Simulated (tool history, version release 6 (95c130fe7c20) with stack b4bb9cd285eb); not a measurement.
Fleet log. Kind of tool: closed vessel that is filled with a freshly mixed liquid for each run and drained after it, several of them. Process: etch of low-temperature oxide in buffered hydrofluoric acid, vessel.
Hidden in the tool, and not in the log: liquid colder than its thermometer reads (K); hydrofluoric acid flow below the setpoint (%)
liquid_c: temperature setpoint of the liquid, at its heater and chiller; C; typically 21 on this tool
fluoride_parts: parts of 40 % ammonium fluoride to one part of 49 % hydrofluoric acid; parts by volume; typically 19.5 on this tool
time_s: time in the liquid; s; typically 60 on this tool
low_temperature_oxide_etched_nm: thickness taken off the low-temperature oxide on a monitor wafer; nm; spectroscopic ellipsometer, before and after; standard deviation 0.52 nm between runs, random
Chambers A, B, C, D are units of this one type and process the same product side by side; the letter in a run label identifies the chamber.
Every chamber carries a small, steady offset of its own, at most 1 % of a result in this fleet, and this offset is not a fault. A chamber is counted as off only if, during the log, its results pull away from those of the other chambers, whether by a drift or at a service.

run   hour  liquid_c  fluoride_parts  time_s  hours since the thermometer was replaced  hours since the hydrofluoric acid flow meter was replaced  read-back film thickness of the low-temperature oxide reference wafer, read on the same gauge (nm)  low_temperature_oxide_etched_nm
 1D      7        21            19.5      60                                    2088.6                                                         95                                                                                              29.986                           53.216
 2B   16.6        21            19.5      60                                     686.4                                                      673.8                                                                                               29.96                           52.409
 3C     28        21            19.5      60                                    1608.5                                                       49.8                                                                                              30.014                           52.423
 4A   39.9        21            19.5      60                                     134.2                                                     1653.3                                                                                              29.986                           52.462
 5C   46.1        21            19.5      60                                    1626.6                                                       67.9                                                                                              30.006                           52.231
 6A     57        21            19.5      60                                     151.3                                                     1670.4                                                                                              30.017                           53.217
      59.9  -- chamber C: thermometer replaced
 7B     67      18.5            16.5      60                                     736.8                                                      724.2                                                                                              30.009                           54.095
 8D   78.3      18.5            16.5      60                                    2159.9                                                      166.3                                                                                              30.018                           53.799
 9A   86.1      18.5            16.5      60                                     180.4                                                     1699.5                                                                                              29.995                            53.79
10B   92.6      18.5            16.5      60                                     762.4                                                      749.8                                                                                              29.994                           53.205
11C  104.3        21            19.5      60                                      44.4                                                      126.1                                                                                              30.014                           52.873
12D  116.9        21            19.5      60                                    2198.5                                                      204.9                                                                                              30.017                           53.159
13C  124.2        21            19.5      60                                      64.3                                                        146                                                                                              29.967                           52.508
14A  135.4        21            19.5      60                                     229.7                                                     1748.8                                                                                              30.007                            53.05
15B  143.4        21            19.5      60                                     813.2                                                      800.6                                                                                              30.013                           52.898
     146.1  -- chamber B: thermometer replaced
16D  152.1        21            19.5      60                                    2233.7                                                      240.1                                                                                              29.956                           54.099
17C  164.2        21            19.5      60                                     104.3                                                        186                                                                                               30.02                            52.61
     166.8  -- chamber B: hydrofluoric acid flow meter replaced
18A  176.9        21            19.5      60                                     271.2                                                     1790.3                                                                                              30.011                           52.746
19B  189.7        21            19.5      60                                      43.6                                                       22.9                                                                                              29.993                           53.677
20D  197.1        21            19.5      60                                    2278.7                                                      285.1                                                                                              29.977                           53.934
21A  209.4        21            19.5      60                                     303.7                                                     1822.8                                                                                              29.997                           53.058
22B  222.5        21            19.5      60                                      76.4                                                       55.7                                                                                              29.997                           52.815
23C  230.6        21            19.5      60                                     170.7                                                      252.4                                                                                              29.961                           53.163
24D  241.1        21            19.5      60                                    2322.7                                                      329.1                                                                                              30.017                           52.603
25A  247.7        21            19.5      60                                       342                                                     1861.1                                                                                              29.984                            52.61
26D    256        21            19.5      60                                    2337.6                                                        344                                                                                              29.983                            52.41
27C  267.1        21            19.5      60                                     207.2                                                      288.9                                                                                              29.982                           52.421
28B    277        25              23      60                                     130.9                                                      110.2                                                                                              29.985                           57.535
29C  285.5        25              23      60                                     225.6                                                      307.3                                                                                              30.009                           58.592
30D    299        25              23      60                                    2380.6                                                        387                                                                                              29.966                           58.773
31A  306.8        25              23      60                                     401.1                                                     1920.2                                                                                              30.013                           58.455
32B  316.6        21            19.5      60                                     170.5                                                      149.8                                                                                              29.974                           52.662
33B  326.2        21            19.5      60                                     180.1                                                      159.4                                                                                              30.008                           52.699
34C  332.4        21            19.5      60                                     272.5                                                      354.2                                                                                              29.953                           52.117
35A    346        21            19.5      60                                     440.3                                                     1959.4                                                                                              29.956                           52.461
36D    358        21            19.5      60                                    2439.6                                                        446                                                                                              30.031                           53.645
37D  368.4        21            19.5      60                                      2450                                                      456.4                                                                                                  30                           52.959
38C  379.3        21            19.5      30                                     319.4                                                      401.1                                                                                              30.018                           25.866
39B    388        21            19.5      30                                     241.9                                                      221.2                                                                                              29.998                           26.261
     395.2  -- chamber A: hydrofluoric acid flow meter replaced
40A  395.2        21            19.5      30                                     489.5                                                        0.1                                                                                              30.009                           26.447
41D  405.7        21            19.5      30                                    2487.3                                                      493.7                                                                                              30.004                           26.513
     406.6  -- chamber C: hydrofluoric acid flow meter replaced
42B    414        21            19.5      60                                     267.9                                                      247.2                                                                                              29.995                           52.262
43C  425.4        21            19.5      60                                     365.5                                                       18.8                                                                                              29.976                           52.388
44A  434.2        21            19.5      60                                     528.5                                                       39.1                                                                                              30.006                           52.555

Predict what each chamber gives when all 4 of them run the settings below next.
45A   444        21            19.5      45                                                                                                                                                                                                                                         ?
45B   444        21            19.5      45                                                                                                                                                                                                                                         ?
45C   444        21            19.5      45                                                                                                                                                                                                                                         ?
45D   444        21            19.5      45                                                                                                                                                                                                                                         ?

run  low_temperature_oxide_etched_nm
45A                           39.878
45B                           39.923
45C                           39.051
45D                           40.692
